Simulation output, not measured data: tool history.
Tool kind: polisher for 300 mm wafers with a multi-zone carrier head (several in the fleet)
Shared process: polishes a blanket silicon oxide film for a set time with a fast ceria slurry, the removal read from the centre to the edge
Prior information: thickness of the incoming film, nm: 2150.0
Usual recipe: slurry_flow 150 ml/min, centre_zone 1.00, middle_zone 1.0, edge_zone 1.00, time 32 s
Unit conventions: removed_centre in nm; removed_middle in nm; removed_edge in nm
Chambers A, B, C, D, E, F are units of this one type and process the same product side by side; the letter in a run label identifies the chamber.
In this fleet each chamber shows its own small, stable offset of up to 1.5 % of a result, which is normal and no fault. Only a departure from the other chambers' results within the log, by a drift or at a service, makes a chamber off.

{"hour": 1.1, "done": "chamber B: worn pad replaced by a new one"}
{"run": "1B", "hour": 6.8, "slurry_flow": 150, "centre_zone": 1.0, "middle_zone": 1.0, "edge_zone": 1.0, "time": 32, "removed_centre": 507.2, "removed_middle": 515.95, "removed_edge": 514.07}
{"run": "2E", "hour": 14.5, "slurry_flow": 150, "centre_zone": 1.0, "middle_zone": 1.0, "edge_zone": 1.0, "time": 32, "removed_centre": 509.32, "removed_middle": 508.5, "removed_edge": 512.19}
{"run": "3F", "hour": 18.0, "slurry_flow": 150, "centre_zone": 1.0, "middle_zone": 1.0, "edge_zone": 1.0, "time": 32, "removed_centre": 512.3, "removed_middle": 517.8, "removed_edge": 512.69}
{"run": "4A", "hour": 21.6, "slurry_flow": 150, "centre_zone": 1.0, "middle_zone": 1.0, "edge_zone": 1.0, "time": 32, "removed_centre": 504.68, "removed_middle": 508.56, "removed_edge": 510.87}
{"hour": 24.4, "done": "chamber A: worn pad replaced by a new one"}
{"hour": 26.2, "done": "chamber E: worn pad replaced by a new one"}
{"run": "5C", "hour": 26.9, "slurry_flow": 150, "centre_zone": 0.91, "middle_zone": 1.0, "edge_zone": 1.0, "time": 32, "removed_centre": 451.62, "removed_middle": 511.41, "removed_edge": 518.59}
{"hour": 27.3, "done": "chamber D: worn pad replaced by a new one"}
{"hour": 32.3, "done": "chamber C: worn pad replaced by a new one"}
{"run": "6D", "hour": 33.5, "slurry_flow": 150, "centre_zone": 0.91, "middle_zone": 1.0, "edge_zone": 1.0, "time": 32, "removed_centre": 462.38, "removed_middle": 502.9, "removed_edge": 511.63}
{"hour": 36.1, "done": "chamber F: worn pad replaced by a new one"}
{"run": "7D", "hour": 38.7, "slurry_flow": 150, "centre_zone": 0.91, "middle_zone": 1.0, "edge_zone": 1.0, "time": 32, "removed_centre": 467.55, "removed_middle": 511.46, "removed_edge": 521.49}
{"run": "8E", "hour": 46.6, "slurry_flow": 150, "centre_zone": 0.91, "middle_zone": 1.0, "edge_zone": 1.0, "time": 32, "removed_centre": 471.57, "removed_middle": 510.95, "removed_edge": 511.36}
{"run": "9A", "hour": 53.2, "slurry_flow": 150, "centre_zone": 0.91, "middle_zone": 1.0, "edge_zone": 1.0, "time": 32, "removed_centre": 457.08, "removed_middle": 518.44, "removed_edge": 516.29}
{"run": "10F", "hour": 60.9, "slurry_flow": 150, "centre_zone": 0.91, "middle_zone": 1.0, "edge_zone": 1.0, "time": 32, "removed_centre": 456.37, "removed_middle": 507.11, "removed_edge": 519.04}
{"run": "11B", "hour": 65.9, "slurry_flow": 150, "centre_zone": 1.0, "middle_zone": 1.0, "edge_zone": 1.0, "time": 32, "removed_centre": 503.98, "removed_middle": 518.72, "removed_edge": 515.25}
{"hour": 69.9, "done": "chamber D: worn pad replaced by a new one"}
{"run": "12C", "hour": 71.1, "slurry_flow": 150, "centre_zone": 1.0, "middle_zone": 1.0, "edge_zone": 1.0, "time": 32, "removed_centre": 510.87, "removed_middle": 513.27, "removed_edge": 512.14}
{"hour": 73.4, "done": "chamber A: worn pad replaced by a new one"}
{"hour": 74.3, "done": "chamber F: worn pad replaced by a new one"}
{"hour": 75.0, "done": "chamber D: slurry nozzle cleaned"}
{"run": "13D", "hour": 76.3, "slurry_flow": 150, "centre_zone": 1.0, "middle_zone": 1.0, "edge_zone": 1.0, "time": 32, "removed_centre": 520.12, "removed_middle": 517.97, "removed_edge": 511.39}
{"run": "14E", "hour": 79.9, "slurry_flow": 150, "centre_zone": 1.0, "middle_zone": 1.0, "edge_zone": 1.0, "time": 32, "removed_centre": 518.16, "removed_middle": 512.61, "removed_edge": 512.82}
{"run": "15F", "hour": 85.5, "slurry_flow": 150, "centre_zone": 1.0, "middle_zone": 1.0, "edge_zone": 1.0, "time": 32, "removed_centre": 504.86, "removed_middle": 509.27, "removed_edge": 509.67}
{"run": "16A", "hour": 89.4, "slurry_flow": 150, "centre_zone": 1.0, "middle_zone": 1.0, "edge_zone": 1.0, "time": 32, "removed_centre": 508.44, "removed_middle": 526.07, "removed_edge": 505.11}
{"run": "17C", "hour": 95.8, "slurry_flow": 150, "centre_zone": 1.0, "middle_zone": 1.0, "edge_zone": 1.0, "time": 32, "removed_centre": 510.53, "removed_middle": 505.77, "removed_edge": 507.54}
{"hour": 99.9, "done": "chamber E: worn pad replaced by a new one"}
{"hour": 101.6, "done": "chamber B: worn pad replaced by a new one"}
{"run": "18B", "hour": 103.3, "slurry_flow": 180, "centre_zone": 1.0, "middle_zone": 0.9, "edge_zone": 1.0, "time": 32, "removed_centre": 533.38, "removed_middle": 478.37, "removed_edge": 527.28}
{"hour": 104.9, "done": "chamber C: worn pad replaced by a new one"}
{"run": "19F", "hour": 110.7, "slurry_flow": 180, "centre_zone": 1.0, "middle_zone": 0.9, "edge_zone": 1.0, "time": 32, "removed_centre": 532.46, "removed_middle": 485.57, "removed_edge": 527.29}
{"hour": 112.5, "done": "chamber D: worn pad replaced by a new one"}
{"run": "20B", "hour": 114.6, "slurry_flow": 180, "centre_zone": 1.0, "middle_zone": 0.9, "edge_zone": 1.0, "time": 32, "removed_centre": 527.38, "removed_middle": 477.79, "removed_edge": 529.19}
{"hour": 117.4, "done": "chamber F: worn pad replaced by a new one"}
{"hour": 117.6, "done": "chamber A: worn pad replaced by a new one"}
{"run": "21D", "hour": 118.5, "slurry_flow": 180, "centre_zone": 1.0, "middle_zone": 0.9, "edge_zone": 1.0, "time": 32, "removed_centre": 532.3, "removed_middle": 479.78, "removed_edge": 530.8}
{"run": "22A", "hour": 123.4, "slurry_flow": 180, "centre_zone": 1.0, "middle_zone": 0.9, "edge_zone": 1.0, "time": 32, "removed_centre": 525.23, "removed_middle": 486.15, "removed_edge": 524.3}
{"run": "23E", "hour": 131.3, "slurry_flow": 180, "centre_zone": 1.0, "middle_zone": 0.9, "edge_zone": 1.0, "time": 32, "removed_centre": 545.27, "removed_middle": 485.57, "removed_edge": 526.3}
{"run": "24C", "hour": 134.8, "slurry_flow": 150, "centre_zone": 1.0, "middle_zone": 1.0, "edge_zone": 1.0, "time": 32, "removed_centre": 514.39, "removed_middle": 510.04, "removed_edge": 516.37}
{"run": "25C", "hour": 139.3, "slurry_flow": 150, "centre_zone": 1.0, "middle_zone": 1.0, "edge_zone": 1.0, "time": 32, "removed_centre": 514.4, "removed_middle": 509.24, "removed_edge": 514.32}
{"run": "26A", "hour": 145.1, "slurry_flow": 150, "centre_zone": 1.0, "middle_zone": 1.0, "edge_zone": 1.0, "time": 32, "removed_centre": 512.83, "removed_middle": 524.56, "removed_edge": 517.38}
{"run": "27E", "hour": 152.4, "slurry_flow": 150, "centre_zone": 1.0, "middle_zone": 1.0, "edge_zone": 0.91, "time": 32, "removed_centre": 519.75, "removed_middle": 510.53, "removed_edge": 491.35}
{"hour": 155.8, "done": "chamber F: worn pad replaced by a new one"}
{"run": "28B", "hour": 155.8, "slurry_flow": 150, "centre_zone": 1.0, "middle_zone": 1.0, "edge_zone": 0.91, "time": 32, "removed_centre": 515.03, "removed_middle": 504.02, "removed_edge": 497.05}
{"hour": 158.5, "done": "chamber D: worn pad replaced by a new one"}
{"run": "29D", "hour": 162.5, "slurry_flow": 150, "centre_zone": 1.0, "middle_zone": 1.0, "edge_zone": 0.91, "time": 32, "removed_centre": 517.57, "removed_middle": 510.97, "removed_edge": 496.7}
{"hour": 166.8, "done": "chamber A: worn pad replaced by a new one"}
{"run": "30F", "hour": 169.4, "slurry_flow": 150, "centre_zone": 1.0, "middle_zone": 1.0, "edge_zone": 0.91, "time": 32, "removed_centre": 507.13, "removed_middle": 506.97, "removed_edge": 489.48}
{"hour": 173.9, "done": "chamber E: edge zone pressure recalibrated"}
{"run": "31B", "hour": 174.4, "slurry_flow": 150, "centre_zone": 1.0, "middle_zone": 1.0, "edge_zone": 0.91, "time": 32, "removed_centre": 511.88, "removed_middle": 519.1, "removed_edge": 484.62}
{"hour": 177.8, "done": "chamber C: worn pad replaced by a new one"}
{"run": "32D", "hour": 179.6, "slurry_flow": 150, "centre_zone": 1.0, "middle_zone": 1.0, "edge_zone": 0.91, "time": 32, "removed_centre": 512.46, "removed_middle": 497.73, "removed_edge": 485.01}
{"run": "33C", "hour": 184.8, "slurry_flow": 150, "centre_zone": 1.0, "middle_zone": 1.0, "edge_zone": 1.0, "time": 32, "removed_centre": 512.73, "removed_middle": 505.62, "removed_edge": 518.35}
{"hour": 186.6, "done": "chamber E: worn pad replaced by a new one"}
{"run": "34E", "hour": 188.9, "slurry_flow": 150, "centre_zone": 1.0, "middle_zone": 1.0, "edge_zone": 1.0, "time": 32, "removed_centre": 526.17, "removed_middle": 515.32, "removed_edge": 519.98}
{"run": "35F", "hour": 193.5, "slurry_flow": 150, "centre_zone": 1.0, "middle_zone": 1.0, "edge_zone": 1.0, "time": 32, "removed_centre": 505.08, "removed_middle": 515.4, "removed_edge": 507.75}
{"hour": 194.4, "done": "chamber A: slurry nozzle cleaned"}
{"run": "36A", "hour": 201.0, "slurry_flow": 150, "centre_zone": 1.0, "middle_zone": 1.0, "edge_zone": 1.0, "time": 32, "removed_centre": 507.62, "removed_middle": 518.22, "removed_edge": 504.96}
{"run": "37C", "hour": 205.1, "slurry_flow": 150, "centre_zone": 1.0, "middle_zone": 1.0, "edge_zone": 1.0, "time": 32, "removed_centre": 504.66, "removed_middle": 506.21, "removed_edge": 519.59}
{"hour": 206.4, "done": "chamber D: worn pad replaced by a new one"}
{"run": "38D", "hour": 209.9, "slurry_flow": 150, "centre_zone": 1.0, "middle_zone": 1.0, "edge_zone": 1.0, "time": 32, "removed_centre": 514.42, "removed_middle": 523.1, "removed_edge": 507.94}
{"run": "39E", "hour": 217.2, "slurry_flow": 150, "centre_zone": 1.0, "middle_zone": 1.0, "edge_zone": 1.0, "time": 32, "removed_centre": 515.83, "removed_middle": 505.22, "removed_edge": 508.17}

Does one chamber stand apart from the rest, does the shared gauge drift, or is all well apart from small per-chamber offsets? Give the chamber and the most likely cause, where there is one.

The fleet is healthy, with each chamber sitting at its usual small offset and no drift in the gauge.

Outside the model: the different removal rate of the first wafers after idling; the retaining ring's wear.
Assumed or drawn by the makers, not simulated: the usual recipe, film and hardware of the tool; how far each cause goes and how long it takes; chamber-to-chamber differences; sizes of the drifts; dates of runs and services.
